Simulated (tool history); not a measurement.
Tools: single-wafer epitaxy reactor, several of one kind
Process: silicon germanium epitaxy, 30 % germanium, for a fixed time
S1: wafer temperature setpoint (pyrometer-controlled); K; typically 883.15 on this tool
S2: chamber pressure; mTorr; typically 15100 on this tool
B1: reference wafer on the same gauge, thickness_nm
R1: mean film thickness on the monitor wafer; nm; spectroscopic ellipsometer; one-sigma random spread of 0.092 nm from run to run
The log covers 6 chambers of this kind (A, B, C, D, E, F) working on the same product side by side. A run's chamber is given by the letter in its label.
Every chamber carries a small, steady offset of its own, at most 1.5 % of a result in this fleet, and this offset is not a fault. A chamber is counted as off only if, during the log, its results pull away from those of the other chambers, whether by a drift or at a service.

run,hour,S1,S2,B1,R1
1C,4.6,883.15,15100,59.102,62.563
2E,7.6,883.15,15100,59.082,63.369
3B,12.7,883.15,15100,59.068,63.847
4D,16.2,883.15,15100,59.07,62.591
5A,21.3,883.15,15100,59.04,62.729
6F,25.5,871.15,15100,59.06,50.989
7C,30.5,871.15,15100,59.04,50.195
8F,34.6,871.15,15100,59.016,50.911
9E,39.5,871.15,15100,59.027,50.816
10A,43.8,871.15,15100,59.017,50.505
11B,48.7,871.15,15100,59.008,51.611
12D,53.4,883.15,15100,58.992,62.399
13E,58.3,883.15,15100,58.991,63.156
14A,63.6,883.15,15100,58.978,62.918
15C,68.8,883.15,15100,58.957,62.415
16F,74.4,883.15,15100,58.948,62.957
17B,78.9,888.15,12000,58.936,63.388
18D,82.1,888.15,12000,58.921,62.291
19A,87.6,888.15,12000,58.956,62.619
20D,91.3,888.15,12000,58.939,62.242
21E,95.8,888.15,12000,58.897,63.102
22F,100.7,888.15,12000,58.938,62.748
23B,106.3,883.15,15100,58.883,63.45
# hour 108.7: chamber D: capacitance manometer re-zeroed and calibrated
24C,111.7,883.15,15100,58.88,62.314
25C,115.8,883.15,15100,58.87,62.293
26B,118.9,883.15,15100,58.868,63.51
27F,121.8,883.15,15100,58.879,62.874
28A,125.9,883.15,12700,58.86,58.6
29D,131.2,883.15,12700,58.839,58.217
30E,136,883.15,12700,58.837,58.825
31D,138.7,883.15,12700,58.831,58.191
32C,144.2,883.15,12700,58.837,58.185
# hour 148.4: chamber C: capacitance manometer re-zeroed and calibrated
33A,148.5,883.15,12700,58.817,58.289
34E,153.8,883.15,15100,58.795,63.068
35F,159.4,883.15,15100,58.796,62.752
36B,162.8,883.15,15100,58.761,63.455
37D,165.9,883.15,15100,58.773,62.404
38E,168.5,883.15,15100,58.768,63.12
39C,173.4,883.15,15100,58.762,62.343
40B,178.5,883.15,15100,58.766,63.463

All 6 chambers run these settings next. Forecast each chamber's results:
41A,182.7,883.15,15100,,?
41B,182.7,883.15,15100,,?
41C,182.7,883.15,15100,,?
41D,182.7,883.15,15100,,?
41E,182.7,883.15,15100,,?
41F,182.7,883.15,15100,,?

run,R1
41A,62.569
41B,63.505
41C,62.046
41D,62.126
41E,63.091
41F,62.683
